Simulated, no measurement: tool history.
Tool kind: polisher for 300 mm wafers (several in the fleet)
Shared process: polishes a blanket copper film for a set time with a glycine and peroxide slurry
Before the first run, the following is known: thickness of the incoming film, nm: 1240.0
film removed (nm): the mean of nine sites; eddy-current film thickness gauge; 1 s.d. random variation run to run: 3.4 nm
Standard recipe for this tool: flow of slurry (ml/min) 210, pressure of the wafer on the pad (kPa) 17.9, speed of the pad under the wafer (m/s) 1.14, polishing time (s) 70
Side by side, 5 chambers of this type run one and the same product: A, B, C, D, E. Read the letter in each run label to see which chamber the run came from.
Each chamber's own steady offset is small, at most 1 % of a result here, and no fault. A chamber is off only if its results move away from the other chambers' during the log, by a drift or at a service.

run   hour  flow of slurry (ml/min)  pressure of the wafer on the pad (kPa)  speed of the pad under the wafer (m/s)  polishing time (s)  film removed (nm)
 1C    4.2                      210                                    17.9                                    1.14                  70             336.50
 2A   11.4                      210                                    17.9                                    1.14                  70             334.63
 3D   18.2                      210                                    17.9                                    1.14                  70             331.93
 4E   25.2                      210                                    17.9                                    1.14                  70             333.86
      29.3  -- chamber D: worn pad replaced by a new one
 5B   32.3                      210                                    17.9                                    1.14                  70             336.91
 6C   37.3                      210                                    17.9                                    1.14                  70             332.33
      39.4  -- chamber C: worn pad replaced by a new one
 7E   41.0                      210                                    17.9                                    1.14                  70             337.05
      46.1  -- chamber B: worn pad replaced by a new one
 8D   48.0                      210                                    17.9                                    1.14                  70             333.19
 9A   53.7                      210                                    17.9                                    1.14                  70             335.10
      58.7  -- chamber A: worn pad replaced by a new one
10B   60.8                      210                                    17.9                                    1.14                  70             340.56
      65.1  -- chamber E: worn pad replaced by a new one
11C   68.1                      210                                    17.9                                    1.14                  70             337.65
12D   72.0                      210                                    17.9                                    1.14                  70             330.40
13E   77.2                      210                                    17.9                                    1.14                  70             331.33
14B   82.5                      210                                    17.9                                    1.14                  70             338.76
15A   90.1                      210                                    17.9                                    1.14                  70             327.94
16C   93.7                      210                                    17.9                                    1.14                  70             336.93
17E   99.2                      210                                    17.9                                    1.14                  70             336.00
18B  106.8                      210                                    17.9                                    1.14                  70             336.28
19A  112.1                      210                                    17.9                                    1.14                  70             322.01
20D  117.2                      210                                    17.9                                    1.14                  70             337.23
21B  123.7                      210                                    17.9                                    0.76                  70             239.33
22E  128.5                      210                                    17.9                                    0.76                  70             239.50
23C  135.9                      210                                    17.9                                    0.76                  70             240.28
     138.3  -- chamber D: slurry nozzle cleaned
     139.2  -- chamber D: worn pad replaced by a new one
24A  139.5                      210                                    17.9                                    0.76                  70             231.37
25D  143.2                      210                                    17.9                                    0.76                  70             243.50
26D  148.8                      210                                    17.9                                    1.28                  58             306.94
27A  155.1                      210                                    17.9                                    1.28                  58             292.66
28B  162.1                      210                                    17.9                                    1.28                  58             312.48
29C  166.5                      210                                    17.9                                    1.28                  58             304.42
     167.3  -- chamber C: slurry nozzle cleaned
     168.9  -- chamber B: worn pad replaced by a new one
30E  172.3                      210                                    17.9                                    1.28                  58             308.14
     174.0  -- chamber C: worn pad replaced by a new one
31C  178.0                      210                                    17.9                                    1.14                  70             331.94
32D  181.4                      210                                    17.9                                    1.14                  70             338.54
33B  188.4                      210                                    17.9                                    1.14                  70             335.82
34E  195.6                      210                                    17.9                                    1.14                  70             334.17
35A  199.8                      210                                    17.9                                    1.14                  70             314.94
36A  203.7                      210                                    17.9                                    1.14                  70             317.12
37B  211.0                      210                                    17.9                                    1.14                  70             338.82
38C  215.2                      210                                    17.9                                    1.14                  70             337.21
39D  219.2                      210                                    17.9                                    1.14                  70             332.04
40E  226.5                      210                                    17.9                                    1.14                  70             333.19
41E  233.1                      210                                    17.9                                    1.14                  70             334.14

Decide between three cases: one chamber stands off from its peers, the gauge reading all wafers drifts, or nothing is wrong past each chamber's small offset. Where a chamber is off, say which and what most likely put it there.

Chamber A drifts away from the others.
Cause: head's pressure below its setpoint, % = 9.06.
From this log alone, it may not be told apart from: slurry flow missing at the pad, %.

Which of the 4 candidates below, each the usual settings with something changed and its results left as question marks, puts chamber A back in line with what the other chambers give on the usual settings?
Allowed miss from the other chambers' usual-settings mean, per result, to count as in line: film removed (nm) 12.00
42A-1  238.7                      210                                    17.9                                    1.14                  69                  ?
42A-2  238.7                      215                                    17.9                                    1.24                  70                  ?
42A-3  238.7                      210                                    17.9                                    1.02                  70                  ?
42A-4  238.7                      210                                    17.9                                    1.14                  71                  ?

Average result of the remaining chambers running the usual settings: film removed (nm) 336.08
  run  film removed (nm)
42A-1             303.51
42A-2             331.19
42A-3             281.18
42A-4             312.31
The right change is 42A-2: it brings the chamber back within the allowed miss of the others.

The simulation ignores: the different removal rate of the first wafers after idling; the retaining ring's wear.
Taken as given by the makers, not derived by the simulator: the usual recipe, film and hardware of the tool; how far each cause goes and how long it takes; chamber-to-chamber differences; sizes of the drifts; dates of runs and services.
